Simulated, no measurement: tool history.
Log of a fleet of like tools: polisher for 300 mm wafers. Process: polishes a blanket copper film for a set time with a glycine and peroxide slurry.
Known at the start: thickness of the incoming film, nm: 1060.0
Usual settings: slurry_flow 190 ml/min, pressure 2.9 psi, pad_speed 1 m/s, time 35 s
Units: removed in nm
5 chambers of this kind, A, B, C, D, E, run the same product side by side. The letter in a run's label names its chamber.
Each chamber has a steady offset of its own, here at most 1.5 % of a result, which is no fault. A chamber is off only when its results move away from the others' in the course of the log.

run,hour,slurry_flow,pressure,pad_speed,time,removed
1E,12,190,2.9,1,35,183.17
2C,21.4,190,2.9,1,35,188.93
# hour 23: chamber D: worn pad replaced by a new one
3A,32.8,190,2.9,1,35,185.88
# hour 34.7: chamber B: slurry nozzle cleaned
4D,42.1,190,2.9,1,35,181.88
# hour 42.2: chamber B: worn pad replaced by a new one
5B,48.9,190,3.4,1,35,213.77
6D,56,190,3.4,1,35,212.07
# hour 61.3: chamber C: worn pad replaced by a new one
7E,62,190,3.4,1,35,211.04
# hour 73.2: chamber A: head pressure recalibrated
8A,74.8,190,3.4,1,35,211.82
9B,85.8,190,3.4,1,35,214.57
# hour 88.1: chamber D: worn pad replaced by a new one
10C,96,190,2.9,1,35,188.96
# hour 101.9: chamber E: worn pad replaced by a new one
11D,106.1,190,2.9,1,35,183.86
# hour 106.8: chamber E: slurry nozzle cleaned
# hour 109.6: chamber B: worn pad replaced by a new one
12B,118.6,190,2.9,1,35,186.13
# hour 122: chamber C: slurry nozzle cleaned
# hour 122.8: chamber C: worn pad replaced by a new one
13C,127.3,190,2.9,1,35,191.88
# hour 128.6: chamber C: head pressure recalibrated
14E,133.9,190,2.9,1,35,180.46
15A,141.3,190,2.9,1,35,181.64
16D,148.1,190,2.9,1,35,177.47
# hour 150.7: chamber D: head pressure recalibrated
17C,158.2,150,2.9,0.76,35,143.63
# hour 161.6: chamber D: worn pad replaced by a new one
# hour 166: chamber B: worn pad replaced by a new one
18B,167.3,150,2.9,0.76,35,144.97
# hour 169.1: chamber D: slurry nozzle cleaned
19E,180,150,2.9,0.76,35,143.3
20A,188,150,2.9,0.76,35,137.3
# hour 189.1: chamber C: worn pad replaced by a new one
# hour 196.5: chamber B: head pressure recalibrated
21B,197.3,150,2.9,0.76,35,142.73
22D,204.6,190,2.9,1,35,185.48
# hour 212.1: chamber E: worn pad replaced by a new one
23A,213.1,190,2.9,1,35,174.97
# hour 219.9: chamber B: slurry nozzle cleaned
24C,224,190,2.9,1,35,187.72
# hour 226.1: chamber A: slurry nozzle cleaned
# hour 229.4: chamber B: worn pad replaced by a new one
25E,230.3,190,2.9,1,35,183.77
# hour 232.4: chamber D: worn pad replaced by a new one
26E,241.7,190,2.9,1,35,185.28
27C,253.7,190,2.9,1,35,188.12
28A,259.7,190,2.9,1,35,176.89
# hour 260.7: chamber C: worn pad replaced by a new one
29B,267.7,190,2.9,1,35,188.39
30D,277.5,190,2.9,1.12,35,204.72
31E,283.1,190,2.9,1.12,35,204.51
32D,292.4,190,2.9,1.12,35,202.08
# hour 293.1: chamber B: worn pad replaced by a new one
33C,299.7,190,2.9,1.12,35,205.96
34B,311.5,190,2.9,1.12,35,206.07

What goes on in this fleet: one chamber off, a drifting gauge, or nothing beyond the chambers' own small offsets? Name the chamber and the cause, if any.

Chamber A drifts away from the others.
Cause: removal rate lost through wear of the pad, % = 11.9.
The log may not tell that from: head's pressure below its setpoint, %.

Here are 4 candidates for chamber A's next run, each the usual settings with a change, their results left as question marks. Which one brings its results back in line with what the others give on the usual settings?
In line means no further than this from the other chambers' mean on the usual settings: removed 9.5 nm
35A-1,320.7,190,3.3,1,35,?
35A-2,320.7,190,2.7,0.92,35,?
35A-3,320.7,190,2.2,1,35,?
35A-4,320.7,200,2.9,1.28,35,?

The other chambers' mean on the usual settings: removed 185.43 nm
run,removed
35A-1,185.38
35A-2,146.38
35A-3,132.62
35A-4,206.04
35A-1 brings the chamber back in line.

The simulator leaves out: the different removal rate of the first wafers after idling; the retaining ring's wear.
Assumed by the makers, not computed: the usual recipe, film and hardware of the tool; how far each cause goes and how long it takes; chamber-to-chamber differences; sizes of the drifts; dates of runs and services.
